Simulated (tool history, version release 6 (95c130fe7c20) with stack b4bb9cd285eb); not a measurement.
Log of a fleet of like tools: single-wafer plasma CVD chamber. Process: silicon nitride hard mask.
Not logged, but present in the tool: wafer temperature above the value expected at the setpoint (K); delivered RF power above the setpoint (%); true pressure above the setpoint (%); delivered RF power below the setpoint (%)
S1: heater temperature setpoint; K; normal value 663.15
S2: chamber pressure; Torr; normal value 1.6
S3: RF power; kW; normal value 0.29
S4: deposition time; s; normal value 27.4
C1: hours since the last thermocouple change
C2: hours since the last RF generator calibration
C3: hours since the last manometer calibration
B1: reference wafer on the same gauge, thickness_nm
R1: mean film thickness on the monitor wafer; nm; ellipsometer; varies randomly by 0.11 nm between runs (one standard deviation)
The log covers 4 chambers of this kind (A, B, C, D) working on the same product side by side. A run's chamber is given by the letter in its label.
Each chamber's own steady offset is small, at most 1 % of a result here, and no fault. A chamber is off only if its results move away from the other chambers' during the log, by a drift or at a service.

Run 1D, hour 8.5: usual settings; C1 206; C2 419.3; C3 2173.6; B1 35.012. Result: R1 31.35 nm.
At hour 9.8: chamber C: thermocouple changed; heater temperature recalibrated.
At hour 11: chamber B: capacitance manometer re-zeroed and calibrated.
At hour 11: chamber C: RF generator calibrated.
Run 2A, hour 19.5: usual settings; C1 814.4; C2 1686.8; C3 1277.4; B1 34.987. Result: R1 31.392 nm.
Run 3B, hour 27.8: usual settings; C1 37.5; C2 1600.9; C3 16.9; B1 34.985. Result: R1 31.061 nm.
Run 4C, hour 38.2: usual settings; C1 28.4; C2 27.3; C3 561.6; B1 34.966. Result: R1 30.878 nm.
Run 5D, hour 45.2: usual settings; C1 242.7; C2 456; C3 2210.3; B1 35.001. Result: R1 31.288 nm.
Run 6A, hour 59.8: usual settings; C1 854.7; C2 1727.1; C3 1317.7; B1 35.006. Result: R1 31.112 nm.
Run 7C, hour 74.5: usual settings; C1 64.7; C2 63.6; C3 597.9; B1 35.011. Result: R1 30.965 nm.
Run 8B, hour 82.8: usual settings; C1 92.5; C2 1655.9; C3 71.9; B1 34.989. Result: R1 30.811 nm.
Run 9A, hour 98: usual settings; C1 892.9; C2 1765.3; C3 1355.9; B1 35.007. Result: R1 30.989 nm.
At hour 110.1: chamber D: capacitance manometer re-zeroed and calibrated.
Run 10D, hour 112.1: usual settings; C1 309.6; C2 522.9; C3 2; B1 34.989. Result: R1 30.944 nm.
Run 11C, hour 123.1: usual settings but S1 676.15 K, S2 1.25 Torr; C1 113.3; C2 112.2; C3 646.5; B1 35.002. Result: R1 28.356 nm.
Run 12B, hour 132.4: usual settings but S1 676.15 K, S2 1.25 Torr; C1 142.1; C2 1705.5; C3 121.5; B1 35.014. Result: R1 28.534 nm.
Run 13A, hour 144.3: usual settings but S1 676.15 K, S2 1.25 Torr; C1 939.2; C2 1811.6; C3 1402.2; B1 34.981. Result: R1 28.705 nm.
Run 14C, hour 157.9: usual settings but S1 676.15 K, S2 1.25 Torr; C1 148.1; C2 147; C3 681.3; B1 34.99. Result: R1 28.498 nm.
Run 15B, hour 164.7: usual settings but S4 24.2 s; C1 174.4; C2 1737.8; C3 153.8; B1 35.015. Result: R1 27.273 nm.
Run 16D, hour 172.8: usual settings but S4 24.2 s; C1 370.3; C2 583.6; C3 62.7; B1 34.961. Result: R1 27.131 nm.
Run 17B, hour 180.4: usual settings but S4 24.2 s; C1 190.1; C2 1753.5; C3 169.5; B1 34.998. Result: R1 27.229 nm.
Run 18C, hour 190.7: usual settings but S4 24.2 s; C1 180.9; C2 179.8; C3 714.1; B1 35.038. Result: R1 27.417 nm.
Run 19D, hour 199.3: usual settings but S2 1.77 Torr; C1 396.8; C2 610.1; C3 89.2; B1 35.002. Result: R1 31.671 nm.
Run 20A, hour 213.7: usual settings but S2 1.77 Torr; C1 1008.6; C2 1881; C3 1471.6; B1 34.992. Result: R1 32.039 nm.
Run 21A, hour 228.2: usual settings but S2 1.77 Torr; C1 1023.1; C2 1895.5; C3 1486.1; B1 35.012. Result: R1 31.91 nm.
At hour 231.2: chamber B: RF generator calibrated.
Run 22B, hour 236.6: usual settings but S2 1.77 Torr; C1 246.3; C2 5.4; C3 225.7; B1 34.959. Result: R1 31.777 nm.
Run 23D, hour 247.9: usual settings but S1 677.15 K, S3 0.345 kW; C1 445.4; C2 658.7; C3 137.8; B1 34.982. Result: R1 34.226 nm.
Run 24C, hour 261.6: usual settings but S1 677.15 K, S3 0.345 kW; C1 251.8; C2 250.7; C3 785; B1 34.968. Result: R1 34.444 nm.
Run 25D, hour 276.7: usual settings but S1 677.15 K, S3 0.345 kW; C1 474.2; C2 687.5; C3 166.6; B1 34.996. Result: R1 33.923 nm.
Run 26A, hour 286.2: usual settings but S1 677.15 K, S3 0.345 kW; C1 1081.1; C2 1953.5; C3 1544.1; B1 34.974. Result: R1 34.673 nm.
Run 27C, hour 295.6: usual settings; C1 285.8; C2 284.7; C3 819; B1 35.003. Result: R1 30.989 nm.
Run 28B, hour 307.5: usual settings; C1 317.2; C2 76.3; C3 296.6; B1 34.994. Result: R1 31.151 nm.
Run 29B, hour 315.4: usual settings but S2 1.79 Torr; C1 325.1; C2 84.2; C3 304.5; B1 34.964. Result: R1 32.022 nm.
Run 30A, hour 329.5: usual settings but S2 1.79 Torr; C1 1124.4; C2 1996.8; C3 1587.4; B1 35.012. Result: R1 32.276 nm.
Run 31C, hour 341.3: usual settings but S2 1.79 Torr; C1 331.5; C2 330.4; C3 864.7; B1 35.003. Result: R1 31.83 nm.
Run 32D, hour 356.6: usual settings but S2 1.79 Torr; C1 554.1; C2 767.4; C3 246.5; B1 34.988. Result: R1 31.146 nm.

Each of the 4 chambers runs these same settings next. Fill in every chamber's results:
Run 33A, hour 367.7: usual settings. Result: R1 ?.
Run 33B, hour 367.7: usual settings. Result: R1 ?.
Run 33C, hour 367.7: usual settings. Result: R1 ?.
Run 33D, hour 367.7: usual settings. Result: R1 ?.

run      R1
33A  31.256
33B  30.895
33C   31.06
33D  30.145

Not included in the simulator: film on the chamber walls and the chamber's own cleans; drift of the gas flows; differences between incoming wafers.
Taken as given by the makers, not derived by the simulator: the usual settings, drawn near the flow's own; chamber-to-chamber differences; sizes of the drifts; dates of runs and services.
